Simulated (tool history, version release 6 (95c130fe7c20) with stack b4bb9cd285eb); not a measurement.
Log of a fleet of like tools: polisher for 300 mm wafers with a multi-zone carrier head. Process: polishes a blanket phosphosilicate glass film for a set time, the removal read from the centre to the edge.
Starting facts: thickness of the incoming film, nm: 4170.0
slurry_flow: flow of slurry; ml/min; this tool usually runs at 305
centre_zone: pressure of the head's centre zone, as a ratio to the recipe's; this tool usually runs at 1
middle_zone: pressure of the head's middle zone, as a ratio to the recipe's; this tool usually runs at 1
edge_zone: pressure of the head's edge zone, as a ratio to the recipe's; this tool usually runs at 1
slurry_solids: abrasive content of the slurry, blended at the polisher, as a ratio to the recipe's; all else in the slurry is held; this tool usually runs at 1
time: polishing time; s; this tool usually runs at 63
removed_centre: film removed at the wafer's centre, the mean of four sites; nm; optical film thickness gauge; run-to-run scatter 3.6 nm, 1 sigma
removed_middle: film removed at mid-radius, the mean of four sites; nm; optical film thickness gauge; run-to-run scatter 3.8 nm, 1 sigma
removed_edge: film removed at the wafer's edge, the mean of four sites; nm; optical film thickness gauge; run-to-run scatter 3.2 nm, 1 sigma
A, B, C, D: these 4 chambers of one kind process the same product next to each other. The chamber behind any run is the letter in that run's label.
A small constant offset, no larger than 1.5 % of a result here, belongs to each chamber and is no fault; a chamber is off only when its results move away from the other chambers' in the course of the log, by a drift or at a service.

| run | hour | slurry_flow | centre_zone | middle_zone | edge_zone | slurry_solids | time | wafers polished on this pad | hours since the slurry nozzle was cleaned | hours since the centre zone pressure was calibrated | hours since the edge zone pressure was calibrated | removed_centre | removed_middle | removed_edge |
|---|---|---|---|---|---|---|---|---|---|---|---|---|---|---|
| 1A | 2.5 | 305 | 1 | 1 | 1 | 1 | 63 | 938 | 300.8 | 461.5 | 1225.6 | 415.04 | 403.06 | 413.56 |
| 2C | 5.3 | 305 | 1 | 1 | 1 | 1 | 63 | 343 | 448.7 | 1156.9 | 49.8 | 413.89 | 408.84 | 415.29 |
| 3D | 10.1 | 305 | 1 | 1 | 1 | 1 | 63 | 924 | 85.2 | 814.8 | 433.9 | 421.34 | 407.43 | 409.17 |
| 4B | 12.3 | 305 | 1 | 1 | 1 | 1 | 63 | 851 | 220.1 | 484 | 545.5 | 405.35 | 410.6 | 410.88 |
|  | 14.5 | chamber A: worn pad replaced by a new one |
| 5D | 14.5 | 305 | 1 | 1 | 1 | 1 | 63 | 967 | 89.6 | 819.2 | 438.3 | 408.79 | 411.06 | 413.91 |
| 6A | 19.3 | 305 | 1 | 1 | 1 | 1 | 63 | 47 | 317.6 | 478.3 | 1242.4 | 413.59 | 414 | 414.49 |
|  | 19.9 | chamber D: worn pad replaced by a new one |
| 7B | 24 | 305 | 1 | 1 | 1 | 1 | 63 | 965 | 231.8 | 495.7 | 557.2 | 401.73 | 416.63 | 410.82 |
| 8C | 26.3 | 305 | 1 | 1 | 1.05 | 1 | 79 | 548 | 469.7 | 1177.9 | 70.8 | 513.82 | 514.07 | 519.21 |
| 9C | 31.2 | 305 | 1 | 1 | 1.05 | 1 | 79 | 596 | 474.6 | 1182.8 | 75.7 | 514.53 | 515.11 | 529.5 |
| 10B | 36 | 305 | 1 | 1 | 1.05 | 1 | 79 | 1082 | 243.8 | 507.7 | 569.2 | 512.32 | 526.59 | 522.63 |
| 11D | 39.5 | 305 | 1 | 1 | 1.05 | 1 | 79 | 191 | 114.6 | 844.2 | 463.3 | 523.38 | 516.41 | 528.15 |
| 12A | 41.6 | 305 | 1 | 1 | 1 | 0.9 | 63 | 264 | 339.9 | 500.6 | 1264.7 | 397.01 | 384.51 | 395.01 |
| 13B | 46.3 | 305 | 1 | 1 | 1 | 0.9 | 63 | 1182 | 254.1 | 518 | 579.5 | 390.74 | 386.09 | 393.6 |
| 14A | 49 | 305 | 1 | 1 | 1 | 0.9 | 63 | 336 | 347.3 | 508 | 1272.1 | 402.05 | 392.06 | 390.66 |
|  | 49.7 | chamber B: worn pad replaced by a new one |
| 15D | 53 | 305 | 1 | 1 | 1 | 0.9 | 63 | 323 | 128.1 | 857.7 | 476.8 | 393.78 | 396.38 | 391.21 |
| 16C | 55.3 | 240 | 1 | 1 | 1 | 1 | 63 | 830 | 498.7 | 1206.9 | 99.8 | 404.46 | 403.6 | 401.75 |
| 17B | 58.6 | 240 | 1 | 1 | 1 | 1 | 63 | 87 | 266.4 | 530.3 | 591.8 | 399.75 | 405.25 | 398.92 |
| 18C | 61.1 | 240 | 1 | 1 | 1 | 1 | 63 | 887 | 504.5 | 1212.7 | 105.6 | 389.65 | 401.72 | 401.43 |
|  | 65.4 | chamber B: edge zone pressure recalibrated |
| 19D | 65.4 | 240 | 1 | 1 | 1 | 1 | 63 | 443 | 140.5 | 870.1 | 489.2 | 411.42 | 398.47 | 405 |
|  | 67.3 | chamber C: worn pad replaced by a new one |
| 20A | 69.4 | 305 | 1 | 1 | 1 | 1 | 63 | 535 | 367.7 | 528.4 | 1292.5 | 414.32 | 413.19 | 408.9 |
| 21C | 71.7 | 305 | 1 | 1 | 1 | 1 | 63 | 43 | 515.1 | 1223.3 | 116.2 | 411.31 | 412.09 | 405.39 |
|  | 72.7 | chamber C: centre zone pressure recalibrated |
| 22B | 76.2 | 305 | 1 | 1 | 1 | 1 | 63 | 258 | 284 | 547.9 | 10.9 | 403.96 | 418.54 | 411.17 |
| 23A | 79.1 | 305 | 1 | 1 | 1 | 1 | 63 | 630 | 377.4 | 538.1 | 1302.2 | 412.82 | 413.34 | 415.85 |
| 24D | 83 | 305 | 1 | 1 | 1 | 1 | 63 | 615 | 158.1 | 887.7 | 506.8 | 418.75 | 421.46 | 414.89 |
| 25D | 87.9 | 305 | 1 | 1 | 1 | 1 | 63 | 663 | 163 | 892.6 | 511.7 | 415.42 | 413.78 | 411.46 |
| 26A | 92.2 | 305 | 1 | 1 | 1 | 1 | 63 | 757 | 390.5 | 551.2 | 1315.3 | 412.4 | 406.42 | 413.7 |
| 27C | 94.5 | 305 | 1 | 1 | 1 | 1 | 63 | 265 | 537.9 | 21.8 | 139 | 444.56 | 411.1 | 409.69 |
| 28B | 98.7 | 305 | 1 | 1 | 1 | 1 | 63 | 477 | 306.5 | 570.4 | 33.4 | 407.68 | 414.13 | 411.68 |
| 29C | 102.4 | 305 | 1 | 1 | 1 | 1 | 54 | 342 | 545.8 | 29.7 | 146.9 | 375.18 | 350.41 | 353.86 |
|  | 106.5 | chamber A: edge zone pressure recalibrated |
| 30B | 107.2 | 305 | 1 | 1 | 1 | 1 | 54 | 560 | 315 | 578.9 | 41.9 | 351.48 | 355.61 | 353.08 |
|  | 109.4 | chamber D: worn pad replaced by a new one |
| 31A | 110.6 | 305 | 1 | 1 | 1 | 1 | 54 | 936 | 408.9 | 569.6 | 4.1 | 353.78 | 355.43 | 355.62 |
| 32D | 113.6 | 305 | 1 | 1 | 1 | 1 | 54 | 41 | 188.7 | 918.3 | 537.4 | 356.54 | 353.56 | 355.95 |
| 33B | 117.9 | 305 | 1 | 1 | 1 | 1 | 63 | 664 | 325.7 | 589.6 | 52.6 | 402.07 | 413.43 | 413.92 |
| 34C | 120.1 | 230 | 1 | 0.91 | 1 | 1 | 63 | 514 | 563.5 | 47.4 | 164.6 | 424.36 | 360.16 | 398.77 |

All chambers now run identical settings, listed one chamber a line with results as question marks. What results will each chamber show?
| 35A | 123.6 | 305 | 1 | 1 | 1 | 1 | 63 |  |  |  |  | ? | ? | ? |
| 35B | 123.6 | 305 | 1 | 1 | 1 | 1 | 63 |  |  |  |  | ? | ? | ? |
| 35C | 123.6 | 305 | 1 | 1 | 1 | 1 | 63 |  |  |  |  | ? | ? | ? |
| 35D | 123.6 | 305 | 1 | 1 | 1 | 1 | 63 |  |  |  |  | ? | ? | ? |

| run | removed_centre | removed_middle | removed_edge |
|---|---|---|---|
| 35A | 409.59 | 411.37 | 410.96 |
| 35B | 410.63 | 409.24 | 407.03 |
| 35C | 441.52 | 411.58 | 408.88 |
| 35D | 415.19 | 417.47 | 407.49 |
